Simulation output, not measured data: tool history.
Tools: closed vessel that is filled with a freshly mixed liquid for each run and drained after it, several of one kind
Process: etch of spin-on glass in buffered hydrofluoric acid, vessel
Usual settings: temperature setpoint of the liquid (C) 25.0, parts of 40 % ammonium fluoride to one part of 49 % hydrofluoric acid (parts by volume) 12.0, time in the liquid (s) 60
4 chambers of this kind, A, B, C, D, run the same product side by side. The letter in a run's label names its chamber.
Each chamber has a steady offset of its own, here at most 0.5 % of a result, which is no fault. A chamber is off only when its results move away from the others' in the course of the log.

run   hour  temperature setpoint of the liquid (C)  parts of 40 % ammonium fluoride to one part of 49 % hydrofluoric acid (parts by volume)  time in the liquid (s)  hours since the thermometer was replaced  hours since the hydrofluoric acid flow meter was replaced  read-back film thickness of the spin-on glass reference wafer, read on the same gauge (nm)  thickness taken off the spin-on glass on a monitor wafer (angstrom)
 1D    7.6                                    25.0                                                                                     12.0                      60                                     336.2                                                      150.3                                                                                      140.03                                                               2069.1
 2B   13.0                                    25.0                                                                                     12.0                      60                                     818.8                                                     1824.2                                                                                      140.00                                                               2083.1
 3A   20.5                                    25.0                                                                                     12.0                      60                                      28.6                                                      417.7                                                                                      140.00                                                               2051.0
 4C   28.7                                    25.0                                                                                     12.0                      60                                     779.5                                                      628.6                                                                                      140.00                                                               2092.1
 5B   39.2                                    25.0                                                                                     12.0                      60                                     845.0                                                     1850.4                                                                                      140.00                                                               2084.0
 6A   46.9                                    25.0                                                                                     12.0                      60                                      55.0                                                      444.1                                                                                      140.01                                                               2064.3
 7C   52.2                                    25.0                                                                                     12.0                      60                                     803.0                                                      652.1                                                                                      140.01                                                               2058.5
 8D   58.6                                    25.0                                                                                     12.0                      60                                     387.2                                                      201.3                                                                                      139.99                                                               2078.6
 9D   67.1                                    25.0                                                                                     12.0                      60                                     395.7                                                      209.8                                                                                      140.03                                                               2087.4
10A   72.0                                    25.0                                                                                     12.0                      60                                      80.1                                                      469.2                                                                                      139.98                                                               2088.8
11C   78.6                                    28.5                                                                                     16.5                      60                                     829.4                                                      678.5                                                                                      139.99                                                               1832.0
12B   86.2                                    28.5                                                                                     16.5                      60                                     892.0                                                     1897.4                                                                                      139.97                                                               1902.8
13B   95.5                                    28.5                                                                                     16.5                      60                                     901.3                                                     1906.7                                                                                      140.01                                                               1901.3
14C  103.1                                    28.5                                                                                     16.5                      60                                     853.9                                                      703.0                                                                                      140.01                                                               1847.9
15A  111.6                                    25.0                                                                                     12.0                      60                                     119.7                                                      508.8                                                                                      140.00                                                               2074.4
16D  116.9                                    25.0                                                                                     12.0                      60                                     445.5                                                      259.6                                                                                      140.01                                                               2069.9
17D  125.1                                    25.0                                                                                     12.0                      60                                     453.7                                                      267.8                                                                                      139.98                                                               2099.1
18A  130.4                                    25.0                                                                                     12.0                      60                                     138.5                                                      527.6                                                                                      140.00                                                               2092.0
19C  136.2                                    25.0                                                                                     12.0                      60                                     887.0                                                      736.1                                                                                      140.03                                                               2088.6
20B  147.2                                    25.0                                                                                     12.0                      60                                     953.0                                                     1958.4                                                                                      139.98                                                               2206.2
21D  154.1                                    25.0                                                                                     12.0                      60                                     482.7                                                      296.8                                                                                      140.00                                                               2090.2
22B  161.0                                    25.0                                                                                     12.0                      60                                     966.8                                                     1972.2                                                                                      140.02                                                               2248.8
23A  170.7                                    25.0                                                                                     12.0                      60                                     178.8                                                      567.9                                                                                      139.97                                                               2107.2
     177.0  -- chamber B: hydrofluoric acid flow meter replaced
24C  179.1                                    25.0                                                                                     12.0                      60                                     929.9                                                      779.0                                                                                      140.02                                                               2095.7
25D  187.5                                    25.0                                                                                     12.0                      60                                     516.1                                                      330.2                                                                                      140.00                                                               2078.9
26C  197.7                                    28.5                                                                                     12.0                      90                                     948.5                                                      797.6                                                                                      140.02                                                               3735.0
27B  208.4                                    28.5                                                                                     12.0                      90                                    1014.2                                                       31.4                                                                                      139.98                                                               4042.1
28A  219.1                                    28.5                                                                                     12.0                      90                                     227.2                                                      616.3                                                                                      139.99                                                               3736.1
29A  228.7                                    28.5                                                                                     12.0                      90                                     236.8                                                      625.9                                                                                      139.98                                                               3720.7
30D  236.0                                    25.0                                                                                     12.0                      60                                     564.6                                                      378.7                                                                                      139.98                                                               2105.7
31C  245.2                                    25.0                                                                                     12.0                      60                                     996.0                                                      845.1                                                                                      140.00                                                               2038.7
32B  251.0                                    25.0                                                                                     12.0                      60                                    1056.8                                                       74.0                                                                                      140.02                                                               2298.9
33B  258.3                                    25.0                                                                                     12.0                      60                                    1064.1                                                       81.3                                                                                      139.97                                                               2331.2
34D  267.4                                    25.0                                                                                      8.5                      90                                     596.0                                                      410.1                                                                                      139.96                                                               4220.9

Is one chamber off against the others, does the gauge drift, or is nothing wrong? If a chamber is off, say which, and what the likeliest cause is.

Chamber B drifts away from the others.
Cause: liquid hotter than its thermometer reads (K) = 1.98.

Here are 4 candidates for chamber B's next run, each the usual settings with a change, their results left as question marks. Which one brings its results back in line with what the others give on the usual settings?
In line means no further than this from the other chambers' mean on the usual settings: thickness taken off the spin-on glass on a monitor wafer (angstrom) 63.0
35B-1  275.6                                    25.5                                                                                     11.0                      60                                                                                                                                                                                                                                                                     ?
35B-2  275.6                                    25.0                                                                                     15.0                      60                                                                                                                                                                                                                                                                     ?
35B-3  275.6                                    25.0                                                                                     13.5                      60                                                                                                                                                                                                                                                                     ?
35B-4  275.6                                    29.0                                                                                     12.0                      60                                                                                                                                                                                                                                                                     ?

The other chambers' mean on the usual settings: thickness taken off the spin-on glass on a monitor wafer (angstrom) 2079.5
  run  thickness taken off the spin-on glass on a monitor wafer (angstrom)
35B-1                                                               2602.1
35B-2                                                               1878.6
35B-3                                                               2080.4
35B-4                                                               2884.9
35B-3 brings the chamber back in line.
